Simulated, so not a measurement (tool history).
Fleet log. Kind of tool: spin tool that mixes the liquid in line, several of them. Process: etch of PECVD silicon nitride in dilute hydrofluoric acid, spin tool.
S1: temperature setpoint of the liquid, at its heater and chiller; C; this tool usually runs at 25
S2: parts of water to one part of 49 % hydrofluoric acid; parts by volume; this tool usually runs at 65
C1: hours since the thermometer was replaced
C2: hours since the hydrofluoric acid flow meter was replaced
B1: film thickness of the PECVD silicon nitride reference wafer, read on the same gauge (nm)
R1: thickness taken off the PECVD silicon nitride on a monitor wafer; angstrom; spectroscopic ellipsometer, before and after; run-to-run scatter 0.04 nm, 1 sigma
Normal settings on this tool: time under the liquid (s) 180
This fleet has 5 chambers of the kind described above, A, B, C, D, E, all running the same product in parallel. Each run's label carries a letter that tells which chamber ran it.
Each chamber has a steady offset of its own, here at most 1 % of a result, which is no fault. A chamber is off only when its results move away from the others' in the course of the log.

run 1C hour=2.9 | S1=25 S2=65 time_under_the_liquid_(s)=180 | C1=897.9 C2=909.6 | B1=79.982 | R1=50.195
run 2B hour=8 | S1=25 S2=65 time_under_the_liquid_(s)=180 | C1=43.7 C2=205 | B1=79.976 | R1=50.577
run 3A hour=12.4 | S1=25 S2=65 time_under_the_liquid_(s)=180 | C1=191.6 C2=37.9 | B1=80 | R1=49.981
run 4E hour=17.7 | S1=25 S2=65 time_under_the_liquid_(s)=180 | C1=286.1 C2=1472.1 | B1=79.986 | R1=50.524
run 5D hour=20.8 | S1=25 S2=65 time_under_the_liquid_(s)=180 | C1=1148.7 C2=21.7 | B1=79.992 | R1=49.52
run 6D hour=25 | S1=25 S2=65 time_under_the_liquid_(s)=180 | C1=1152.9 C2=25.9 | B1=80.012 | R1=49.915
run 7A hour=30.5 | S1=25 S2=45 time_under_the_liquid_(s)=250 | C1=209.7 C2=56 | B1=79.992 | R1=100.51
run 8E hour=33.1 | S1=25 S2=45 time_under_the_liquid_(s)=250 | C1=301.5 C2=1487.5 | B1=79.992 | R1=100.57
run 9B hour=38.3 | S1=25 S2=45 time_under_the_liquid_(s)=250 | C1=74 C2=235.3 | B1=80.01 | R1=100.09
run 10C hour=41.8 | S1=25 S2=45 time_under_the_liquid_(s)=250 | C1=936.8 C2=948.5 | B1=79.996 | R1=99.855
run 11E hour=45.8 | S1=25 S2=45 time_under_the_liquid_(s)=250 | C1=314.2 C2=1500.2 | B1=79.985 | R1=101.92
run 12D hour=48.3 | S1=25 S2=65 time_under_the_liquid_(s)=180 | C1=1176.2 C2=49.2 | B1=80 | R1=50.469
run 13A hour=52.6 | S1=25 S2=65 time_under_the_liquid_(s)=180 | C1=231.8 C2=78.1 | B1=80.007 | R1=50.796
run 14B hour=57.2 | S1=25 S2=65 time_under_the_liquid_(s)=180 | C1=92.9 C2=254.2 | B1=79.987 | R1=50.451
run 15C hour=62.2 | S1=25 S2=65 time_under_the_liquid_(s)=180 | C1=957.2 C2=968.9 | B1=80.001 | R1=50.173
run 16D hour=65.3 | S1=22 S2=65 time_under_the_liquid_(s)=180 | C1=1193.2 C2=66.2 | B1=80.016 | R1=40.852
run 17E hour=69.7 | S1=22 S2=65 time_under_the_liquid_(s)=180 | C1=338.1 C2=1524.1 | B1=79.99 | R1=40.957
run 18B hour=74.6 | S1=22 S2=65 time_under_the_liquid_(s)=180 | C1=110.3 C2=271.6 | B1=80.009 | R1=41.59
run 19A hour=77.8 | S1=22 S2=65 time_under_the_liquid_(s)=180 | C1=257 C2=103.3 | B1=79.991 | R1=40.045
run 20C hour=83.5 | S1=22 S2=65 time_under_the_liquid_(s)=180 | C1=978.5 C2=990.2 | B1=80.015 | R1=40.601
run 21E hour=86.4 | S1=25 S2=65 time_under_the_liquid_(s)=180 | C1=354.8 C2=1540.8 | B1=79.987 | R1=50.287
run 22B hour=90.2 | S1=25 S2=65 time_under_the_liquid_(s)=180 | C1=125.9 C2=287.2 | B1=79.997 | R1=49.958
run 23C hour=94.3 | S1=25 S2=65 time_under_the_liquid_(s)=180 | C1=989.3 C2=1001 | B1=80.004 | R1=49.381
run 24D hour=97.4 | S1=25 S2=65 time_under_the_liquid_(s)=180 | C1=1225.3 C2=98.3 | B1=80.031 | R1=49.762
run 25A hour=102.9 | S1=25 S2=65 time_under_the_liquid_(s)=180 | C1=282.1 C2=128.4 | B1=80.007 | R1=47.349
run 26A hour=105.6 | S1=25 S2=65 time_under_the_liquid_(s)=180 | C1=284.8 C2=131.1 | B1=80.007 | R1=47.799
run 27E hour=109.8 | S1=25 S2=65 time_under_the_liquid_(s)=180 | C1=378.2 C2=1564.2 | B1=80 | R1=50.336
run 28D hour=114.6 | S1=25 S2=65 time_under_the_liquid_(s)=180 | C1=1242.5 C2=115.5 | B1=80.001 | R1=49.816
run 29C hour=118 | S1=20.5 S2=90 time_under_the_liquid_(s)=180 | C1=1013 C2=1024.7 | B1=79.996 | R1=26.668
run 30B hour=121.1 | S1=20.5 S2=90 time_under_the_liquid_(s)=180 | C1=156.8 C2=318.1 | B1=79.999 | R1=26.899
run 31C hour=124.5 | S1=20.5 S2=90 time_under_the_liquid_(s)=180 | C1=1019.5 C2=1031.2 | B1=79.989 | R1=26.536
run 32E hour=128.2 | S1=20.5 S2=90 time_under_the_liquid_(s)=180 | C1=396.6 C2=1582.6 | B1=80.01 | R1=26.954
run 33B hour=131 | S1=20.5 S2=90 time_under_the_liquid_(s)=180 | C1=166.7 C2=328 | B1=80.012 | R1=27.144
run 34A hour=136.1 | S1=25 S2=95 time_under_the_liquid_(s)=240 | C1=315.3 C2=161.6 | B1=79.985 | R1=42.346
run 35D hour=140.9 | S1=25 S2=95 time_under_the_liquid_(s)=240 | C1=1268.8 C2=141.8 | B1=80.005 | R1=45.428
run 36E hour=144.8 | S1=25 S2=95 time_under_the_liquid_(s)=240 | C1=413.2 C2=1599.2 | B1=79.998 | R1=45.487

Is one chamber out of step, is the gauge drifting, or do the chambers differ by no more than their own small offsets? For an off chamber, give its letter and the likeliest cause.

It is chamber A that slowly wanders off from its peers.
Likeliest cause: liquid colder than its thermometer reads (K) = 1.41.
The log may not separate it from: hydrofluoric acid flow below the setpoint (%).

Chamber A could run next with any of the 4 candidate recipes listed below; each alters the usual settings, and their results appear as question marks. Which one brings its results back in line with what the other chambers deliver on the usual settings?
A result is in line if it is within this distance of the other chambers' mean on the usual settings: R1 1.4 angstrom
run 37A-1 hour=148.9 | S1=25.5 S2=65 time_under_the_liquid_(s)=190 | R1=?
run 37A-2 hour=148.9 | S1=22.5 S2=65 time_under_the_liquid_(s)=180 | R1=?
run 37A-3 hour=148.9 | S1=25 S2=65 time_under_the_liquid_(s)=215 | R1=?
run 37A-4 hour=148.9 | S1=24.5 S2=70 time_under_the_liquid_(s)=180 | R1=?

Usual-settings mean across the other chambers: R1 50.082 angstrom
run=37A-1 R1=49.564
run=37A-2 R1=38.405
run=37A-3 R1=54.273
run=37A-4 R1=40.823
37A-1 brings the chamber back in line.
